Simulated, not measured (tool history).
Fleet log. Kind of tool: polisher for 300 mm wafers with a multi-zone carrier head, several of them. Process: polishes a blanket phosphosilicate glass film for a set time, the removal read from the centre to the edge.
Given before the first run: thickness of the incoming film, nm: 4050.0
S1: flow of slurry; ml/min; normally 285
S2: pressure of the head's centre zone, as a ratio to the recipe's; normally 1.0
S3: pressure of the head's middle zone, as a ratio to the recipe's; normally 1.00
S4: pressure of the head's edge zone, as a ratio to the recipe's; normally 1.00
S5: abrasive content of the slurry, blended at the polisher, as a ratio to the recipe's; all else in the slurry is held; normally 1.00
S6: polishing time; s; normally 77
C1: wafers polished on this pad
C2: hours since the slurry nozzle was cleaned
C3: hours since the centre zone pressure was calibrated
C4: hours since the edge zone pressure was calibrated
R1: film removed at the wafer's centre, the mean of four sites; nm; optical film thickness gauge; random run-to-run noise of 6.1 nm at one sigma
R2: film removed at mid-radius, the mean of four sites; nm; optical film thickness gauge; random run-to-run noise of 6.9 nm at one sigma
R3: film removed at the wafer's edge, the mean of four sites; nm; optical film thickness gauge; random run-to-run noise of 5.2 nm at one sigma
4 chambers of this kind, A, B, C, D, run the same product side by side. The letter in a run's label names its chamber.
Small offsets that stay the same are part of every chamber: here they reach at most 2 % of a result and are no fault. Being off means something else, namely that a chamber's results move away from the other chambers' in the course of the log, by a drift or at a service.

-- day=0.100 chamber D: edge zone pressure recalibrated
run 1D day=0.329 | S1=285 S2=1.0 S3=1.00 S4=1.00 S5=1.00 S6=77 | C1=628 C2=56.9 C3=253.7 C4=5.6 | R1=592.15 R2=612.07 R3=583.43
run 2C day=0.729 | S1=285 S2=1.0 S3=1.00 S4=1.00 S5=1.00 S6=77 | C1=631 C2=279.3 C3=247.7 C4=1014.7 | R1=586.17 R2=582.48 R3=601.57
-- day=0.733 chamber A: edge zone pressure recalibrated
run 3B day=0.946 | S1=285 S2=1.0 S3=1.00 S4=1.00 S5=1.00 S6=77 | C1=396 C2=95.5 C3=158.1 C4=179.3 | R1=600.61 R2=578.90 R3=576.79
run 4A day=1.396 | S1=285 S2=1.0 S3=1.00 S4=1.00 S5=1.00 S6=77 | C1=676 C2=103.0 C3=43.9 C4=16.0 | R1=590.82 R2=576.91 R3=598.20
-- day=1.521 chamber C: edge zone pressure recalibrated
run 5C day=1.733 | S1=285 S2=1.0 S3=1.00 S4=1.00 S5=1.00 S6=77 | C1=864 C2=303.4 C3=271.8 C4=5.2 | R1=591.69 R2=587.27 R3=594.39
run 6D day=1.950 | S1=285 S2=1.0 S3=1.00 S4=1.00 S5=1.00 S6=77 | C1=1004 C2=95.8 C3=292.6 C4=44.5 | R1=599.26 R2=595.28 R3=587.41
-- day=2.162 chamber C: worn pad replaced by a new one
run 7A day=2.317 | S1=285 S2=1.0 S3=1.00 S4=1.00 S5=1.00 S6=77 | C1=889 C2=125.1 C3=66.0 C4=38.1 | R1=582.37 R2=581.41 R3=601.17
-- day=2.475 chamber C: slurry nozzle cleaned
run 8B day=2.738 | S1=285 S2=1.0 S3=1.00 S4=1.00 S5=1.00 S6=77 | C1=812 C2=138.5 C3=201.1 C4=222.3 | R1=601.90 R2=598.21 R3=586.29
run 9C day=3.054 | S1=285 S2=1.0 S3=1.00 S4=1.00 S5=1.00 S6=77 | C1=207 C2=14.0 C3=303.5 C4=36.9 | R1=583.31 R2=595.36 R3=596.34
run 10B day=3.408 | S1=285 S2=1.0 S3=1.00 S4=1.00 S5=1.00 S6=77 | C1=968 C2=154.6 C3=217.2 C4=238.4 | R1=606.66 R2=609.20 R3=580.12
run 11D day=3.729 | S1=285 S2=0.9 S3=1.09 S4=1.00 S5=1.00 S6=77 | C1=1416 C2=138.5 C3=335.3 C4=87.2 | R1=527.22 R2=653.36 R3=588.37
run 12A day=4.012 | S1=285 S2=0.9 S3=1.09 S4=1.00 S5=1.00 S6=77 | C1=1283 C2=165.8 C3=106.7 C4=78.8 | R1=505.70 R2=636.57 R3=580.48
run 13C day=4.250 | S1=285 S2=0.9 S3=1.09 S4=1.00 S5=1.00 S6=77 | C1=484 C2=42.7 C3=332.2 C4=65.6 | R1=530.82 R2=640.87 R3=586.41
-- day=4.367 chamber D: worn pad replaced by a new one
run 14A day=4.667 | S1=285 S2=0.9 S3=1.09 S4=1.00 S5=1.00 S6=77 | C1=1434 C2=181.5 C3=122.4 C4=94.5 | R1=509.01 R2=604.70 R3=575.95
-- day=4.867 chamber B: slurry nozzle cleaned
-- day=4.888 chamber B: worn pad replaced by a new one
run 15D day=4.917 | S1=285 S2=1.0 S3=1.00 S4=1.00 S5=1.00 S6=77 | C1=128 C2=167.0 C3=363.8 C4=115.7 | R1=597.23 R2=576.59 R3=598.83
run 16B day=5.317 | S1=285 S2=1.0 S3=1.00 S4=1.00 S5=1.00 S6=77 | C1=100 C2=10.9 C3=263.0 C4=284.2 | R1=597.11 R2=610.59 R3=588.52
run 17D day=5.658 | S1=285 S2=1.0 S3=1.00 S4=1.00 S5=1.00 S6=77 | C1=300 C2=184.8 C3=381.6 C4=133.5 | R1=591.63 R2=598.61 R3=594.35
run 18C day=6.071 | S1=285 S2=1.0 S3=1.00 S4=1.00 S5=1.00 S6=77 | C1=907 C2=86.4 C3=375.9 C4=109.3 | R1=597.86 R2=594.38 R3=595.52
run 19A day=6.442 | S1=285 S2=1.0 S3=1.00 S4=1.00 S5=1.00 S6=77 | C1=1846 C2=224.1 C3=165.0 C4=137.1 | R1=556.99 R2=572.50 R3=573.12
run 20B day=6.738 | S1=285 S2=1.0 S3=1.00 S4=1.00 S5=1.00 S6=77 | C1=429 C2=45.0 C3=297.1 C4=318.3 | R1=588.21 R2=599.42 R3=579.99
run 21B day=7.058 | S1=285 S2=1.0 S3=1.00 S4=1.00 S5=1.00 S6=77 | C1=504 C2=52.7 C3=304.8 C4=326.0 | R1=595.44 R2=601.76 R3=586.02
-- day=7.292 chamber C: worn pad replaced by a new one
run 22A day=7.433 | S1=285 S2=1.0 S3=1.00 S4=1.00 S5=1.00 S6=77 | C1=2076 C2=247.9 C3=188.8 C4=160.9 | R1=553.54 R2=554.57 R3=558.61
run 23C day=7.658 | S1=285 S2=1.0 S3=1.00 S4=1.00 S5=0.75 S6=77 | C1=85 C2=124.5 C3=414.0 C4=147.4 | R1=507.36 R2=506.86 R3=517.25
run 24D day=7.929 | S1=285 S2=1.0 S3=1.00 S4=1.00 S5=0.75 S6=77 | C1=826 C2=239.3 C3=436.1 C4=188.0 | R1=530.01 R2=521.40 R3=518.20

Which is it: a chamber that has drifted or been left off by a service, a gauge drift common to all chambers, or only each chamber's usual small offset? If a chamber is off, name it and its likeliest cause.

One chamber, A, drifts off from the rest bit by bit.
Cause: removal rate lost through wear of the pad, % = 6.09.
The log might look much the same if the cause were instead: slurry flow missing at the pad, %.

Chamber A could run next with any of the 4 candidate recipes listed below; each alters the usual settings, and their results appear as question marks. Which one brings its results back in line with what the other chambers deliver on the usual settings?
Maximum distance from the other chambers' mean on the usual settings for a result to count as in line: R1 21.00 nm; R2 24.00 nm; R3 18.00 nm
run 25A-1 day=8.271 | S1=285 S2=1.01 S3=1.00 S4=1.00 S5=1.00 S6=81 | R1=? R2=? R3=?
run 25A-2 day=8.271 | S1=290 S2=1.02 S3=1.01 S4=0.99 S5=1.05 S6=84 | R1=? R2=? R3=?
run 25A-3 day=8.271 | S1=285 S2=0.99 S3=1.00 S4=1.00 S5=1.00 S6=73 | R1=? R2=? R3=?
run 25A-4 day=8.271 | S1=280 S2=0.98 S3=0.99 S4=1.01 S5=0.95 S6=70 | R1=? R2=? R3=?

Mean of the other chambers on the usual settings: R1 592.82 nm; R2 594.66 nm; R3 590.42 nm
run=25A-1 R1=586.50 R2=585.98 R3=586.49
run=25A-2 R1=629.68 R2=627.82 R3=619.17
run=25A-3 R1=517.12 R2=528.17 R3=528.56
run=25A-4 R1=477.92 R2=489.29 R3=496.95
25A-1 brings the chamber back in line.
